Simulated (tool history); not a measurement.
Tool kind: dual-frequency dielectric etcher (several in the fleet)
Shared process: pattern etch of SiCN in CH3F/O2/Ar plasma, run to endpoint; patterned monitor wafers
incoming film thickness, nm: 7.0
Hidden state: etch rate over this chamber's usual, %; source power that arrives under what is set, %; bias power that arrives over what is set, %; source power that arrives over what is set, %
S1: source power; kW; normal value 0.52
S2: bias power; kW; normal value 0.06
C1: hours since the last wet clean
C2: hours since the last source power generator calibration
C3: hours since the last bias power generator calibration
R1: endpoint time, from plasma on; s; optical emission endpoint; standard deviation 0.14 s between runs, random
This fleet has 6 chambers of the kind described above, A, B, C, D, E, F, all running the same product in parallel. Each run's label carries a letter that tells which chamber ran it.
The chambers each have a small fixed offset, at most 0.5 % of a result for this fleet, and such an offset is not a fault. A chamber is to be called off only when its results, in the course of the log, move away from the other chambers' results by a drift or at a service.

Run 1F, hour 6: usual settings; C1 364.3; C2 3590.5; C3 895.8. Result: R1 17.788 s.
Run 2A, hour 14: usual settings; C1 269.7; C2 1923.2; C3 170.7. Result: R1 18.116 s.
Run 3E, hour 25.5: usual settings; C1 412.7; C2 2227.9; C3 2366.6. Result: R1 18.064 s.
At hour 33.7: chamber D: wet clean of the chamber.
Run 4B, hour 38: usual settings; C1 149.5; C2 1940.5; C3 352.3. Result: R1 17.819 s.
Run 5D, hour 48.9: usual settings; C1 15.3; C2 883.9; C3 3176.4. Result: R1 18.199 s.
Run 6C, hour 55.1: usual settings; C1 221.2; C2 609.6; C3 456.9. Result: R1 17.891 s.
Run 7A, hour 64.8: usual settings; C1 320.5; C2 1974; C3 221.5. Result: R1 18.082 s.
Run 8B, hour 76.6: usual settings but S2 0.071 kW; C1 188.1; C2 1979.1; C3 390.9. Result: R1 17.062 s.
Run 9E, hour 83.6: usual settings but S2 0.071 kW; C1 470.8; C2 2286; C3 2424.7. Result: R1 17.108 s.
At hour 96.1: chamber A: wet clean of the chamber.
Run 10C, hour 96.7: usual settings but S2 0.071 kW; C1 262.8; C2 651.2; C3 498.5. Result: R1 17.113 s.
Run 11F, hour 105.5: usual settings but S2 0.071 kW; C1 463.8; C2 3690; C3 995.3. Result: R1 16.924 s.
Run 12D, hour 112.2: usual settings but S2 0.071 kW; C1 78.6; C2 947.2; C3 3239.7. Result: R1 16.627 s.
Run 13C, hour 119.2: usual settings but S2 0.071 kW; C1 285.3; C2 673.7; C3 521. Result: R1 17.145 s.
At hour 126.3: chamber F: wet clean of the chamber.
Run 14F, hour 128.5: usual settings; C1 2.2; C2 3713; C3 1018.3. Result: R1 17.968 s.
Run 15E, hour 134.4: usual settings; C1 521.6; C2 2336.8; C3 2475.5. Result: R1 17.926 s.
Run 16B, hour 143.9: usual settings; C1 255.4; C2 2046.4; C3 458.2. Result: R1 17.847 s.
At hour 145.7: chamber E: wet clean of the chamber.
Run 17D, hour 156.1: usual settings; C1 122.5; C2 991.1; C3 3283.6. Result: R1 17.925 s.
Run 18A, hour 164.3: usual settings; C1 68.2; C2 2073.5; C3 321. Result: R1 18.12 s.
Run 19E, hour 175.9: usual settings; C1 30.3; C2 2378.3; C3 2517. Result: R1 18.037 s.
Run 20B, hour 185.9: usual settings; C1 297.4; C2 2088.4; C3 500.2. Result: R1 17.853 s.
Run 21C, hour 195.9: usual settings; C1 362; C2 750.4; C3 597.7. Result: R1 17.992 s.
At hour 201.4: chamber B: wet clean of the chamber.
Run 22F, hour 207.6: usual settings; C1 81.3; C2 3792.1; C3 1097.4. Result: R1 17.697 s.
Run 23D, hour 214.7: usual settings but S1 0.6 kW; C1 181.1; C2 1049.7; C3 3342.2. Result: R1 16.76 s.
Run 24A, hour 221.9: usual settings but S1 0.6 kW; C1 125.8; C2 2131.1; C3 378.6. Result: R1 17.268 s.
Run 25D, hour 229.9: usual settings but S1 0.6 kW; C1 196.3; C2 1064.9; C3 3357.4. Result: R1 16.937 s.
Run 26F, hour 237.1: usual settings but S1 0.6 kW; C1 110.8; C2 3821.6; C3 1126.9. Result: R1 16.693 s.
Run 27E, hour 249.8: usual settings but S1 0.6 kW; C1 104.2; C2 2452.2; C3 2590.9. Result: R1 16.966 s.
At hour 256.9: chamber C: wet clean of the chamber.
Run 28A, hour 257.8: usual settings but S1 0.6 kW; C1 161.7; C2 2167; C3 414.5. Result: R1 17.082 s.
Run 29B, hour 269.6: usual settings; C1 68.3; C2 2172.1; C3 583.9. Result: R1 17.191 s.
Run 30C, hour 278: usual settings; C1 21.2; C2 832.5; C3 679.8. Result: R1 17.996 s.
Run 31A, hour 285.2: usual settings; C1 189.1; C2 2194.4; C3 441.9. Result: R1 18.223 s.
Run 32C, hour 291.4: usual settings; C1 34.6; C2 845.9; C3 693.2. Result: R1 18.161 s.
Run 33D, hour 299.2: usual settings but S2 0.069 kW; C1 265.6; C2 1134.2; C3 3426.7. Result: R1 17.252 s.
Run 34F, hour 305.7: usual settings but S2 0.069 kW; C1 179.4; C2 3890.2; C3 1195.5. Result: R1 17.033 s.
Run 35E, hour 316.8: usual settings but S2 0.069 kW; C1 171.2; C2 2519.2; C3 2657.9. Result: R1 17.167 s.
Run 36B, hour 322.6: usual settings but S2 0.069 kW; C1 121.3; C2 2225.1; C3 636.9. Result: R1 16.246 s.
Run 37B, hour 334.4: usual settings but S2 0.069 kW; C1 133.1; C2 2236.9; C3 648.7. Result: R1 16.513 s.
Run 38C, hour 342.6: usual settings but S2 0.069 kW; C1 85.8; C2 897.1; C3 744.4. Result: R1 17.013 s.
Run 39D, hour 349: usual settings; C1 315.4; C2 1184; C3 3476.5. Result: R1 18.017 s.
Run 40E, hour 360.5: usual settings; C1 214.9; C2 2562.9; C3 2701.6. Result: R1 17.835 s.
Run 41F, hour 373.6: usual settings but S1 0.41 kW, S2 0.047 kW; C1 247.3; C2 3958.1; C3 1263.4. Result: R1 21.052 s.
Run 42A, hour 382.6: usual settings but S1 0.41 kW, S2 0.047 kW; C1 286.5; C2 2291.8; C3 539.3. Result: R1 21.561 s.
Run 43F, hour 396: usual settings but S1 0.41 kW, S2 0.047 kW; C1 269.7; C2 3980.5; C3 1285.8. Result: R1 20.808 s.

Does one chamber stand apart from the rest, does the shared gauge drift, or is all well apart from small per-chamber offsets? Give the chamber and the most likely cause, where there is one.

Chamber B has stood off from the others ever since a service on it.
Likeliest cause: etch rate over this chamber's usual, % = 4.89.

Here are 4 candidates for chamber B's next run, each the usual settings with a change, their results left as question marks. Which one brings its results back in line with what the others give on the usual settings?
Allowed miss from the other chambers' usual-settings mean, per result, to count as in line: R1 0.47 s
Run 44B-1, hour 405.6: usual settings but S1 0.6 kW, S2 0.068 kW. Result: R1 ?.
Run 44B-2, hour 405.6: usual settings but S1 0.48 kW, S2 0.056 kW. Result: R1 ?.
Run 44B-3, hour 405.6: usual settings but S1 0.39 kW. Result: R1 ?.
Run 44B-4, hour 405.6: usual settings but S1 0.56 kW, S2 0.064 kW. Result: R1 ?.

Mean of the other chambers on the usual settings: R1 17.951 s
  run      R1
44B-1  15.567
44B-2  18.078
44B-3  19.132
44B-4  16.309
44B-2 puts the chamber back in line with the other chambers.
